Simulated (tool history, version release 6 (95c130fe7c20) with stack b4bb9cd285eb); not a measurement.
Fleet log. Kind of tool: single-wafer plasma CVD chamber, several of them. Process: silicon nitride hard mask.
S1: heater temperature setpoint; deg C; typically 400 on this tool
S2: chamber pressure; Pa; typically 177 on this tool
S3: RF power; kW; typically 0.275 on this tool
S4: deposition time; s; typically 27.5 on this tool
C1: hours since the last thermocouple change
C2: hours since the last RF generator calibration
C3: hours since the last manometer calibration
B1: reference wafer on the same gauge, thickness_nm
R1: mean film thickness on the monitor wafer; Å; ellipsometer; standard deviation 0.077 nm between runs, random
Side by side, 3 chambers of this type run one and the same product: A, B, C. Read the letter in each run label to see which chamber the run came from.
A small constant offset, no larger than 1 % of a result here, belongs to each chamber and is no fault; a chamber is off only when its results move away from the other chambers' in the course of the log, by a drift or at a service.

run,hour,S1,S2,S3,S4,C1,C2,C3,B1,R1
1A,4.6,400,177,0.275,27.5,571.1,1475.2,723.0,31.103,286.27
2B,10.6,400,177,0.275,27.5,476.9,1415.2,72.7,31.113,282.54
3C,16.5,400,177,0.275,27.5,915.6,765.2,36.8,31.107,284.38
4C,20.8,400,177,0.275,27.5,919.9,769.5,41.1,31.111,283.50
5A,23.9,400,177,0.275,27.5,590.4,1494.5,742.3,31.108,284.50
6B,30.1,400,177,0.275,27.5,496.4,1434.7,92.2,31.115,282.20
7C,34.2,400,177,0.275,27.5,933.3,782.9,54.5,31.108,283.55
8A,38.9,400,177,0.275,27.5,605.4,1509.5,757.3,31.087,284.97
9B,45.6,400,177,0.275,27.5,511.9,1450.2,107.7,31.092,282.26
10B,51.2,400,177,0.275,27.5,517.5,1455.8,113.3,31.121,282.45
11C,54.6,400,177,0.275,27.5,953.7,803.3,74.9,31.099,283.04
12A,59.9,400,177,0.275,27.5,626.4,1530.5,778.3,31.115,284.92
13A,63.0,400,177,0.275,27.5,629.5,1533.6,781.4,31.087,287.85
14B,66.3,400,177,0.275,27.5,532.6,1470.9,128.4,31.094,282.69
15C,73.1,400,177,0.275,27.5,972.2,821.8,93.4,31.097,282.83
16C,77.4,400,177,0.275,27.5,976.5,826.1,97.7,31.095,282.64
17A,83.6,400,177,0.275,27.5,650.1,1554.2,802.0,31.089,288.92
18B,90.5,400,177,0.275,27.5,556.8,1495.1,152.6,31.098,283.26
19C,97.0,400,177,0.275,27.5,996.1,845.7,117.3,31.103,283.40
20A,101.2,400,177,0.275,27.5,667.7,1571.8,819.6,31.076,289.23
21B,105.7,400,177,0.275,27.5,572.0,1510.3,167.8,31.098,282.11
22A,110.3,400,177,0.275,27.5,676.8,1580.9,828.7,31.134,289.92
23B,114.4,400,177,0.275,27.5,580.7,1519.0,176.5,31.116,282.98
24C,117.8,410,177,0.275,27.5,1016.9,866.5,138.1,31.093,282.66
25A,124.7,410,177,0.275,27.5,691.2,1595.3,843.1,31.102,288.97
26B,129.0,410,177,0.275,27.5,595.3,1533.6,191.1,31.120,280.48
27C,132.0,400,177,0.275,27.5,1031.1,880.7,152.3,31.104,283.95
28C,137.2,400,177,0.275,27.5,1036.3,885.9,157.5,31.114,283.44
29B,140.4,400,177,0.275,27.5,606.7,1545.0,202.5,31.096,281.40
30A,146.4,400,177,0.275,27.5,712.9,1617.0,864.8,31.102,290.20
31B,150.2,400,177,0.275,27.5,616.5,1554.8,212.3,31.106,284.05

Predict what each chamber gives when all 3 of them run the settings below next.
32A,155.1,400,177,0.295,27.5,,,,,?
32B,155.1,400,177,0.295,27.5,,,,,?
32C,155.1,400,177,0.295,27.5,,,,,?

run,R1
32A,305.50
32B,296.51
32C,298.15
